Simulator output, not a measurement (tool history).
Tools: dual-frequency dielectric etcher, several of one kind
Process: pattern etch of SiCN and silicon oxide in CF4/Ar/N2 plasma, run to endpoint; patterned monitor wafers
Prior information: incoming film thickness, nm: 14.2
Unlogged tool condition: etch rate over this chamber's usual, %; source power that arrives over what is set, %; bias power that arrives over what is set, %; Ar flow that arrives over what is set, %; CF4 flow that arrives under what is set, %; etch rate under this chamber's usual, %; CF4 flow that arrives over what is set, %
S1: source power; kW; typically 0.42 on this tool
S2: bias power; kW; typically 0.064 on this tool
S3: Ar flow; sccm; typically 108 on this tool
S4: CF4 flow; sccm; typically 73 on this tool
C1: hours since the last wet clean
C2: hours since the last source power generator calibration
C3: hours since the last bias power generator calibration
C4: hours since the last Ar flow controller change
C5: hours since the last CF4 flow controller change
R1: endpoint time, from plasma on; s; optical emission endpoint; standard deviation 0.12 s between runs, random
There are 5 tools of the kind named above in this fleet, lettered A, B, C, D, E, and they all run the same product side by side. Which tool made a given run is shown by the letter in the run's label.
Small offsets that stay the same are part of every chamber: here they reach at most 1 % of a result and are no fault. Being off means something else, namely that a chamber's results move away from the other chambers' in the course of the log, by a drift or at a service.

run 1C day=0.454 | S1=0.42 S2=0.064 S3=108 S4=73 | C1=527.8 C2=1200.2 C3=2096.3 C4=1211.2 C5=4913.6 | R1=18.064
run 2A day=0.954 | S1=0.42 S2=0.064 S3=108 S4=73 | C1=417.4 C2=3135.8 C3=1022.9 C4=1166.9 C5=2801.8 | R1=18.436
-- day=0.979 chamber C: wet clean of the chamber
-- day=1.379 chamber B: wet clean of the chamber
run 3B day=1.379 | S1=0.42 S2=0.064 S3=108 S4=73 | C1=0 C2=2682.2 C3=1360.4 C4=329.9 C5=2584.1 | R1=18.456
run 4E day=1.967 | S1=0.42 S2=0.064 S3=108 S4=73 | C1=74.9 C2=1912.5 C3=2759.4 C4=4875.4 C5=1528.6 | R1=18.23
run 5D day=2.488 | S1=0.47 S2=0.064 S3=98 S4=73 | C1=77.2 C2=2148.6 C3=1423.4 C4=2895.2 C5=1879.7 | R1=16.46
run 6B day=2.838 | S1=0.47 S2=0.064 S3=98 S4=73 | C1=35 C2=2717.2 C3=1395.4 C4=364.9 C5=2619.1 | R1=16.313
run 7A day=3.183 | S1=0.47 S2=0.064 S3=98 S4=73 | C1=470.9 C2=3189.3 C3=1076.4 C4=1220.4 C5=2855.3 | R1=16.424
run 8D day=3.742 | S1=0.47 S2=0.064 S3=98 S4=73 | C1=107.3 C2=2178.7 C3=1453.5 C4=2925.3 C5=1909.8 | R1=16.497
-- day=3.912 chamber B: CF4 flow controller replaced
run 9C day=4.275 | S1=0.47 S2=0.064 S3=98 S4=73 | C1=79.2 C2=1291.9 C3=2188 C4=1302.9 C5=5005.3 | R1=16.418
run 10E day=4.579 | S1=0.42 S2=0.064 S3=108 S4=73 | C1=137.6 C2=1975.2 C3=2822.1 C4=4938.1 C5=1591.3 | R1=18.219
run 11E day=4.896 | S1=0.42 S2=0.064 S3=108 S4=73 | C1=145.2 C2=1982.8 C3=2829.7 C4=4945.7 C5=1598.9 | R1=18.298
run 12D day=5.533 | S1=0.42 S2=0.064 S3=108 S4=73 | C1=150.3 C2=2221.7 C3=1496.5 C4=2968.3 C5=1952.8 | R1=18.463
run 13A day=6.225 | S1=0.42 S2=0.064 S3=108 S4=73 | C1=543.9 C2=3262.3 C3=1149.4 C4=1293.4 C5=2928.3 | R1=18.492
-- day=6.3 chamber A: source power generator calibrated
run 14B day=6.858 | S1=0.42 S2=0.064 S3=108 S4=73 | C1=131.5 C2=2813.7 C3=1491.9 C4=461.4 C5=70.7 | R1=18.598
-- day=7.042 chamber E: source power generator calibrated
run 15C day=7.458 | S1=0.42 S2=0.053 S3=108 S4=73 | C1=155.6 C2=1368.3 C3=2264.4 C4=1379.3 C5=5081.7 | R1=19.403
-- day=7.625 chamber E: bias power generator calibrated
run 16B day=7.825 | S1=0.42 S2=0.053 S3=108 S4=73 | C1=154.7 C2=2836.9 C3=1515.1 C4=484.6 C5=93.9 | R1=19.343
run 17C day=8.175 | S1=0.42 S2=0.053 S3=108 S4=73 | C1=172.8 C2=1385.5 C3=2281.6 C4=1396.5 C5=5098.9 | R1=19.519
run 18D day=8.479 | S1=0.42 S2=0.053 S3=108 S4=73 | C1=221 C2=2292.4 C3=1567.2 C4=3039 C5=2023.5 | R1=19.318
run 19E day=8.958 | S1=0.42 S2=0.053 S3=108 S4=73 | C1=242.7 C2=46 C3=32 C4=5043.2 C5=1696.4 | R1=19.581
run 20A day=9.408 | S1=0.42 S2=0.064 S3=108 S4=73 | C1=620.3 C2=74.7 C3=1225.8 C4=1369.8 C5=3004.7 | R1=18.412
run 21A day=9.783 | S1=0.42 S2=0.064 S3=108 S4=73 | C1=629.3 C2=83.7 C3=1234.8 C4=1378.8 C5=3013.7 | R1=18.319
run 22E day=10.292 | S1=0.42 S2=0.064 S3=108 S4=73 | C1=274.7 C2=78 C3=64 C4=5075.2 C5=1728.4 | R1=18.487
run 23B day=10.867 | S1=0.42 S2=0.064 S3=108 S4=73 | C1=227.7 C2=2909.9 C3=1588.1 C4=557.6 C5=166.9 | R1=18.646
run 24C day=11.325 | S1=0.42 S2=0.064 S3=108 S4=73 | C1=248.4 C2=1461.1 C3=2357.2 C4=1472.1 C5=5174.5 | R1=18.428
run 25D day=11.658 | S1=0.42 S2=0.064 S3=108 S4=73 | C1=297.3 C2=2368.7 C3=1643.5 C4=3115.3 C5=2099.8 | R1=18.324
run 26A day=12.108 | S1=0.34 S2=0.064 S3=122 S4=73 | C1=685.1 C2=139.5 C3=1290.6 C4=1434.6 C5=3069.5 | R1=22.824
run 27C day=12.55 | S1=0.34 S2=0.064 S3=122 S4=73 | C1=277.8 C2=1490.5 C3=2386.6 C4=1501.5 C5=5203.9 | R1=22.265
-- day=12.633 chamber A: wet clean of the chamber
run 28D day=13.117 | S1=0.34 S2=0.064 S3=122 S4=73 | C1=332.3 C2=2403.7 C3=1678.5 C4=3150.3 C5=2134.8 | R1=22.685
-- day=13.154 chamber A: CF4 flow controller replaced
-- day=13.454 chamber B: source power generator calibrated
run 29E day=13.771 | S1=0.34 S2=0.064 S3=122 S4=73 | C1=358.2 C2=161.5 C3=147.5 C4=5158.7 C5=1811.9 | R1=22.546
-- day=13.904 chamber E: wet clean of the chamber
run 30B day=14.442 | S1=0.34 S2=0.064 S3=122 S4=73 | C1=313.5 C2=23.7 C3=1673.9 C4=643.4 C5=252.7 | R1=22.771
run 31B day=14.929 | S1=0.42 S2=0.064 S3=108 S4=73 | C1=325.2 C2=35.4 C3=1685.6 C4=655.1 C5=264.4 | R1=18.531
-- day=15.217 chamber D: wet clean of the chamber
run 32C day=15.404 | S1=0.42 S2=0.064 S3=108 S4=73 | C1=346.3 C2=1559 C3=2455.1 C4=1570 C5=5272.4 | R1=18.03
run 33D day=15.746 | S1=0.42 S2=0.064 S3=108 S4=73 | C1=12.8 C2=2466.8 C3=1741.6 C4=3213.4 C5=2197.9 | R1=18.438
run 34A day=16.325 | S1=0.42 S2=0.064 S3=108 S4=73 | C1=88.7 C2=240.7 C3=1391.8 C4=1535.8 C5=76.2 | R1=18.485
run 35E day=16.912 | S1=0.36 S2=0.064 S3=108 S4=61 | C1=72.3 C2=236.9 C3=222.9 C4=5234.1 C5=1887.3 | R1=21.731
run 36D day=17.554 | S1=0.36 S2=0.064 S3=108 S4=61 | C1=56.2 C2=2510.2 C3=1785 C4=3256.8 C5=2241.3 | R1=21.443
run 37A day=17.992 | S1=0.36 S2=0.064 S3=108 S4=61 | C1=128.7 C2=280.7 C3=1431.8 C4=1575.8 C5=116.2 | R1=22.042
-- day=18.371 chamber E: CF4 flow controller replaced
run 38E day=18.5 | S1=0.36 S2=0.064 S3=108 S4=61 | C1=110.4 C2=275 C3=261 C4=5272.2 C5=3.1 | R1=21.424
run 39C day=19.146 | S1=0.36 S2=0.064 S3=108 S4=61 | C1=436.1 C2=1648.8 C3=2544.9 C4=1659.8 C5=5362.2 | R1=21.543
run 40B day=19.488 | S1=0.42 S2=0.064 S3=108 S4=73 | C1=434.6 C2=144.8 C3=1795 C4=764.5 C5=373.8 | R1=18.643
run 41A day=19.883 | S1=0.42 S2=0.064 S3=108 S4=73 | C1=174.1 C2=326.1 C3=1477.2 C4=1621.2 C5=161.6 | R1=18.452
run 42D day=20.308 | S1=0.42 S2=0.064 S3=108 S4=73 | C1=122.3 C2=2576.3 C3=1851.1 C4=3322.9 C5=2307.4 | R1=18.4

All chambers now run identical settings, listed one chamber a line with results as question marks. What results will each chamber show?
run 43A day=20.808 | S1=0.42 S2=0.064 S3=108 S4=73 | R1=?
run 43B day=20.808 | S1=0.42 S2=0.064 S3=108 S4=73 | R1=?
run 43C day=20.808 | S1=0.42 S2=0.064 S3=108 S4=73 | R1=?
run 43D day=20.808 | S1=0.42 S2=0.064 S3=108 S4=73 | R1=?
run 43E day=20.808 | S1=0.42 S2=0.064 S3=108 S4=73 | R1=?

run=43A R1=18.461
run=43B R1=18.311
run=43C R1=18.247
run=43D R1=18.226
run=43E R1=18.389

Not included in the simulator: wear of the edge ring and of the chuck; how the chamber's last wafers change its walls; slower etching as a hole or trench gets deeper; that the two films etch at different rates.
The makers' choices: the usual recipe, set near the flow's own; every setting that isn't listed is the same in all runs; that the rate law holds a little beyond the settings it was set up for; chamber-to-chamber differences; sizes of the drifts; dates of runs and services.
